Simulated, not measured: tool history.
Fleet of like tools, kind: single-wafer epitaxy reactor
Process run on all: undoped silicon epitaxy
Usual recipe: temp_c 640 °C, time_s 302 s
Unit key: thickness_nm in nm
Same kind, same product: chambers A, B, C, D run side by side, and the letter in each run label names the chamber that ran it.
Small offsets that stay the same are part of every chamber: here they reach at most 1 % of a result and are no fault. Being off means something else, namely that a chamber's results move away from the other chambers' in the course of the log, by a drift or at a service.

run	hour	temp_c	time_s	hours since the last pyrometer calibration	read-back reference wafer on the same gauge, thickness_nm	thickness_nm
1B	12.6	640	302	70.3	42.531	40.369
2D	20.7	640	302	197.3	42.581	40.887
3A	33.3	640	302	1089.6	42.623	40.347
4C	44.4	640	302	1064.5	42.600	40.810
5C	54.2	640	302	1074.3	42.625	40.764
6B	67.5	640	278	125.2	42.602	37.516
7D	81.6	640	278	258.2	42.633	37.359
8A	89.7	640	278	1146.0	42.570	37.394
9A	100.3	640	278	1156.6	42.591	37.244
10D	110.1	640	302	286.7	42.595	41.442
11C	120.9	640	302	1141.0	42.611	40.583
12B	129.0	640	302	186.7	42.576	40.859
# hour 138.9: chamber A: pyrometer calibrated
13C	141.9	640	302	1162.0	42.625	40.356
14D	154.6	654	302	331.2	42.595	56.391
15B	168.1	654	302	225.8	42.635	55.713
16A	177.9	654	302	39.1	42.617	55.367
17D	188.8	654	302	365.4	42.597	56.691
18C	195.4	640	302	1215.5	42.642	40.419
19A	203.0	640	302	64.2	42.603	40.666
20B	214.2	640	302	271.9	42.594	40.585
21D	222.2	640	302	398.8	42.623	41.772
22B	231.1	640	302	288.8	42.601	40.476
23C	242.0	640	302	1262.1	42.564	40.536
24A	256.4	640	302	117.6	42.626	40.428
25B	267.6	640	302	325.3	42.582	40.476

Which is it: a chamber that has drifted or been left off by a service, a gauge drift common to all chambers, or only each chamber's usual small offset? If a chamber is off, name it and its likeliest cause.

One chamber, D, drifts off from the rest bit by bit.
Cause: wafer temperature above the value expected at the setpoint (K) = 1.9.

Here are 4 candidates for chamber D's next run, each the usual settings with a change, their results left as question marks. Which one brings its results back in line with what the others give on the usual settings?
In line means no further than this from the other chambers' mean on the usual settings: thickness_nm 0.680 nm
26D-1	278.0	640	279			?
26D-2	278.0	642	302			?
26D-3	278.0	640	325			?
26D-4	278.0	640	288			?

Mean of the other chambers on the usual settings: thickness_nm 40.574 nm
run	thickness_nm
26D-1	39.280
26D-2	44.412
26D-3	45.756
26D-4	40.547
It is 26D-4 that realigns the chamber with its peers.
